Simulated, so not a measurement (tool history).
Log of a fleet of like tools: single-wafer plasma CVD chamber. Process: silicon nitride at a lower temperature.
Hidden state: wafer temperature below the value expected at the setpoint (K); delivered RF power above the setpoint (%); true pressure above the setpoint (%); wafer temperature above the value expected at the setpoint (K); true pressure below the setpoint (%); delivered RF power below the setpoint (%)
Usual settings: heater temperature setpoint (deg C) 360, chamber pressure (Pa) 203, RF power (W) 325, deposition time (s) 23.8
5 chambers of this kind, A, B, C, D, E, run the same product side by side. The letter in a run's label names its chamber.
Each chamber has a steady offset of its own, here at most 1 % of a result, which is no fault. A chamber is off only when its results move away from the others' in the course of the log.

| run | day | heater temperature setpoint (deg C) | chamber pressure (Pa) | RF power (W) | deposition time (s) | hours since the last thermocouple change | hours since the last RF generator calibration | hours since the last manometer calibration | read-back reference wafer on the same gauge, thickness_nm | mean film thickness on the monitor wafer (Å) |
|---|---|---|---|---|---|---|---|---|---|---|
| 1B | 0.421 | 360 | 203 | 325 | 23.8 | 1420.1 | 997.1 | 851.3 | 25.688 | 288.5 |
| 2C | 0.925 | 360 | 203 | 325 | 23.8 | 217.9 | 141.1 | 486.6 | 25.694 | 289.36 |
| 3A | 1.375 | 360 | 203 | 325 | 23.8 | 297.3 | 429.4 | 637.5 | 25.682 | 289.82 |
| 4D | 1.762 | 360 | 203 | 325 | 23.8 | 636.9 | 643.2 | 881 | 25.69 | 291.94 |
| 5E | 2.333 | 360 | 203 | 325 | 23.8 | 362.2 | 996.5 | 172.5 | 25.722 | 290.75 |
| 6A | 2.829 | 360 | 203 | 325 | 23.8 | 332.2 | 464.3 | 672.4 | 25.704 | 290.14 |
| 7D | 3.279 | 360 | 203 | 325 | 23.8 | 673.3 | 679.6 | 917.4 | 25.698 | 292.89 |
| 8C | 3.846 | 360 | 203 | 325 | 23.8 | 288 | 211.2 | 556.7 | 25.68 | 288.91 |
| 9B | 4.417 | 360 | 203 | 325 | 23.8 | 1516 | 1093 | 947.2 | 25.708 | 288.1 |
| 10E | 4.804 | 360 | 203 | 325 | 23.8 | 421.5 | 1055.8 | 231.8 | 25.71 | 290.21 |
| 11A | 5.383 | 360 | 203 | 270 | 21.7 | 393.5 | 525.6 | 733.7 | 25.729 | 231.14 |
| 12E | 5.754 | 360 | 203 | 270 | 21.7 | 444.3 | 1078.6 | 254.6 | 25.702 | 233.93 |
| 13D | 6.221 | 360 | 203 | 270 | 21.7 | 743.9 | 750.2 | 988 | 25.681 | 234.65 |
| 14B | 6.688 | 360 | 203 | 270 | 21.7 | 1570.5 | 1147.5 | 1001.7 | 25.688 | 229.24 |
| 15C | 7.142 | 360 | 203 | 270 | 21.7 | 367.1 | 290.3 | 635.8 | 25.673 | 232.64 |
| 16C | 7.646 | 360 | 203 | 325 | 23.8 | 379.2 | 302.4 | 647.9 | 25.686 | 289.71 |
| 17D | 8.129 | 366 | 203 | 325 | 23.8 | 789.7 | 796 | 1033.8 | 25.682 | 292.13 |
| 18A | 8.575 | 366 | 203 | 325 | 23.8 | 470.1 | 602.2 | 810.3 | 25.659 | 289.47 |
| 19E | 9.108 | 366 | 203 | 325 | 23.8 | 524.8 | 1159.1 | 335.1 | 25.71 | 285.73 |
|  | 9.388 | chamber D: capacitance manometer re-zeroed and calibrated |
| 20B | 9.592 | 366 | 203 | 325 | 23.8 | 1640.2 | 1217.2 | 1071.4 | 25.702 | 284.91 |
| 21D | 9.879 | 366 | 203 | 325 | 23.8 | 831.7 | 838 | 11.9 | 25.695 | 290.11 |
| 22B | 10.275 | 360 | 203 | 325 | 23.8 | 1656.6 | 1233.6 | 1087.8 | 25.703 | 285.34 |
| 23C | 10.746 | 360 | 203 | 280 | 23.8 | 453.6 | 376.8 | 722.3 | 25.685 | 263.07 |
|  | 10.783 | chamber D: thermocouple changed; heater temperature recalibrated |
| 24E | 11.329 | 360 | 203 | 280 | 23.8 | 578.1 | 1212.4 | 388.4 | 25.685 | 258.62 |
| 25A | 11.588 | 360 | 203 | 280 | 23.8 | 542.4 | 674.5 | 882.6 | 25.707 | 262.21 |
|  | 11.725 | chamber D: RF generator calibrated |
| 26E | 12.125 | 360 | 203 | 280 | 23.8 | 597.2 | 1231.5 | 407.5 | 25.687 | 257.97 |
| 27B | 12.667 | 360 | 203 | 280 | 23.8 | 1714 | 1291 | 1145.2 | 25.705 | 260.28 |
| 28A | 13.217 | 360 | 203 | 325 | 23.8 | 581.5 | 713.6 | 921.7 | 25.699 | 289.63 |
| 29C | 13.725 | 360 | 203 | 325 | 23.8 | 525.1 | 448.3 | 793.8 | 25.701 | 290.82 |
| 30D | 14.071 | 360 | 224 | 325 | 28.2 | 78.9 | 56.4 | 112.5 | 25.688 | 356.95 |
| 31A | 14.375 | 360 | 224 | 325 | 28.2 | 609.3 | 741.4 | 949.5 | 25.694 | 352.46 |
| 32E | 14.746 | 360 | 224 | 325 | 28.2 | 660.1 | 1294.4 | 470.4 | 25.713 | 346.98 |
| 33D | 15.125 | 360 | 224 | 325 | 28.2 | 104.2 | 81.7 | 137.8 | 25.712 | 354.76 |
| 34C | 15.671 | 360 | 224 | 325 | 28.2 | 571.8 | 495 | 840.5 | 25.693 | 354.2 |
| 35B | 16.108 | 360 | 203 | 325 | 23.8 | 1796.6 | 1373.6 | 1227.8 | 25.68 | 288.09 |
| 36D | 16.429 | 360 | 248 | 375 | 23.8 | 135.5 | 113 | 169.1 | 25.697 | 339.53 |

Next, every chamber runs the same settings. What will each give?
| 37A | 16.85 | 360 | 203 | 325 | 27.6 |  |  |  |  | ? |
| 37B | 16.85 | 360 | 203 | 325 | 27.6 |  |  |  |  | ? |
| 37C | 16.85 | 360 | 203 | 325 | 27.6 |  |  |  |  | ? |
| 37D | 16.85 | 360 | 203 | 325 | 27.6 |  |  |  |  | ? |
| 37E | 16.85 | 360 | 203 | 325 | 27.6 |  |  |  |  | ? |

| run | mean film thickness on the monitor wafer (Å) |
|---|---|
| 37A | 333.27 |
| 37B | 335.03 |
| 37C | 333.76 |
| 37D | 336.66 |
| 37E | 328.66 |

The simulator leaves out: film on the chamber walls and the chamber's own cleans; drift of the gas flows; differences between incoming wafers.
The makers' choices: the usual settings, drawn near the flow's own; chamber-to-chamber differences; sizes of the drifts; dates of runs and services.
